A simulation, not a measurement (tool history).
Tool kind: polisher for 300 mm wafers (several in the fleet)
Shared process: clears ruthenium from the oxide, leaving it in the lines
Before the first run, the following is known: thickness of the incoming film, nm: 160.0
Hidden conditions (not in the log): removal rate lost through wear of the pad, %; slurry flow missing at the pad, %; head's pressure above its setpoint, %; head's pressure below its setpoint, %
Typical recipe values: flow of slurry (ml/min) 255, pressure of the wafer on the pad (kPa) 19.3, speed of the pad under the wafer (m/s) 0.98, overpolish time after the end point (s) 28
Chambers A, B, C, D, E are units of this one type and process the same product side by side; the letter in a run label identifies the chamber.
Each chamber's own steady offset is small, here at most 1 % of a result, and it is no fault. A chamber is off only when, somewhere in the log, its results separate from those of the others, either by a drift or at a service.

run     day  flow of slurry (ml/min)  pressure of the wafer on the pad (kPa)  speed of the pad under the wafer (m/s)  overpolish time after the end point (s)  wafers polished on this pad  hours since the slurry nozzle was cleaned  hours since the head pressure was calibrated  time until the end point was called (s)
 1B   0.338                      255                                    19.3                                    0.98                                       28                          386                                       19.9                                         420.7                                  117.380
      0.454  -- chamber A: slurry nozzle cleaned
 2D   0.654                      255                                    19.3                                    0.98                                       28                          874                                      652.6                                         239.7                                  123.100
      0.675  -- chamber A: worn pad replaced by a new one
      0.771  -- chamber E: slurry nozzle cleaned
 3E   1.138                      255                                    19.3                                    0.98                                       28                          627                                        8.8                                        1231.5                                  123.490
      1.325  -- chamber B: worn pad replaced by a new one
 4A   1.642                      255                                    19.3                                    0.98                                       28                          207                                       28.5                                        1045.7                                  124.130
 5C   2.046                      255                                    19.3                                    0.98                                       28                         1334                                      294.8                                         263.2                                  123.180
      2.117  -- chamber C: worn pad replaced by a new one
 6D   2.417                      255                                    19.3                                    0.98                                       28                         1252                                      694.9                                         282.0                                  124.780
 7C   2.750                      255                                    19.3                                    0.98                                       28                          136                                      311.7                                         280.1                                  125.280
      2.762  -- chamber E: worn pad replaced by a new one
 8E   3.308                      255                                    19.3                                    0.98                                       28                          117                                       60.9                                        1283.6                                  122.290
      3.792  -- chamber E: head pressure recalibrated
 9A   3.838                      255                                    19.3                                    0.98                                       28                          678                                       81.2                                        1098.4                                  123.470
      4.088  -- chamber A: head pressure recalibrated
10B   4.146                      315                                    23.4                                    0.98                                       28                          605                                      111.3                                         512.1                                   97.536
      4.154  -- chamber B: head pressure recalibrated
      4.312  -- chamber B: worn pad replaced by a new one
11A   4.446                      315                                    23.4                                    0.98                                       28                          809                                       95.8                                           8.7                                  100.030
12C   4.750                      315                                    23.4                                    0.98                                       28                          565                                      359.7                                         328.1                                  101.360
      5.079  -- chamber A: worn pad replaced by a new one
13D   5.338                      315                                    23.4                                    0.98                                       28                         1879                                      765.0                                         352.1                                  100.800
14B   5.833                      315                                    23.4                                    0.98                                       28                          326                                      151.8                                          40.3                                   99.840
15E   6.129                      255                                    19.3                                    0.98                                       28                          722                                      128.6                                          56.1                                  121.970
16B   6.538                      295                                    24.1                                    0.98                                       28                          478                                      168.7                                          57.2                                   96.127
17E   6.846                      295                                    24.1                                    0.98                                       28                          876                                      145.8                                          73.3                                   95.107
      6.850  -- chamber E: worn pad replaced by a new one
18C   7.417                      295                                    24.1                                    0.98                                       28                         1138                                      423.7                                         392.1                                   97.677
      7.488  -- chamber D: slurry nozzle cleaned
      7.554  -- chamber B: worn pad replaced by a new one
19A   7.929                      295                                    24.1                                    0.98                                       28                          612                                      179.4                                          92.3                                   96.522
      8.138  -- chamber C: worn pad replaced by a new one
20D   8.467                      295                                    24.1                                    0.98                                       28                         2550                                       23.5                                         427.2                                  102.530
21E   8.825                      255                                    19.3                                    0.98                                       28                          424                                      193.3                                         120.8                                  121.740
22D   9.225                      255                                    19.3                                    0.98                                       28                         2713                                       41.7                                         445.4                                  130.830
23B   9.642                      255                                    19.3                                    0.98                                       28                          448                                      243.2                                         131.7                                  123.770
      9.988  -- chamber A: worn pad replaced by a new one
24A  10.108                      255                                    19.3                                    0.98                                       28                           26                                      231.7                                         144.6                                  122.980
25C  10.567                      255                                    19.3                                    0.98                                       28                          521                                      499.3                                         467.7                                  122.420
26B  10.925                      255                                    19.3                                    0.98                                       28                          723                                      274.0                                         162.5                                  120.190
     11.300  -- chamber E: worn pad replaced by a new one
27E  11.358                      255                                    19.3                                    0.98                                       28                           12                                      254.1                                         181.6                                  124.840
28C  11.950                      255                                    19.3                                    0.98                                       28                          818                                      532.5                                         500.9                                  126.540
29A  12.275                      255                                    19.3                                    0.98                                       28                          491                                      283.7                                         196.6                                  121.770
30D  12.667                      255                                    19.3                                    0.98                                       28                         3452                                      124.3                                         528.0                                  132.870
     12.721  -- chamber E: slurry nozzle cleaned
31E  12.938                      255                                    19.3                                    0.98                                       28                          351                                        5.3                                         219.5                                  125.490

Is one chamber off against the others, does the gauge drift, or is nothing wrong? If a chamber is off, say which, and what the likeliest cause is.

Little by little, chamber D moves away from the other chambers.
Most likely cause: removal rate lost through wear of the pad, % = 7.11.
It could be hard to tell apart here from: head's pressure below its setpoint, %.

Below are 4 candidate recipes for chamber D's next run, each the usual settings with a change, their results shown as question marks. Which of them brings D's results back in line with what the other chambers give on the usual settings?
Maximum distance from the other chambers' mean on the usual settings for a result to count as in line: time until the end point was called (s) 5.700
32D-1  13.367                      255                                    19.3                                    1.06                                       28                                                                                                                                                              ?
32D-2  13.367                      255                                    18.6                                    0.94                                       28                                                                                                                                                              ?
32D-3  13.367                      255                                    22.8                                    0.98                                       28                                                                                                                                                              ?
32D-4  13.367                      255                                    17.9                                    0.90                                       28                                                                                                                                                              ?

On the usual settings, the other chambers give on average: time until the end point was called (s) 123.020
  run  time until the end point was called (s)
32D-1                                  122.870
32D-2                                  143.630
32D-3                                  112.920
32D-4                                  155.720
Change 32D-1 lands the chamber within the allowed miss of the other chambers.

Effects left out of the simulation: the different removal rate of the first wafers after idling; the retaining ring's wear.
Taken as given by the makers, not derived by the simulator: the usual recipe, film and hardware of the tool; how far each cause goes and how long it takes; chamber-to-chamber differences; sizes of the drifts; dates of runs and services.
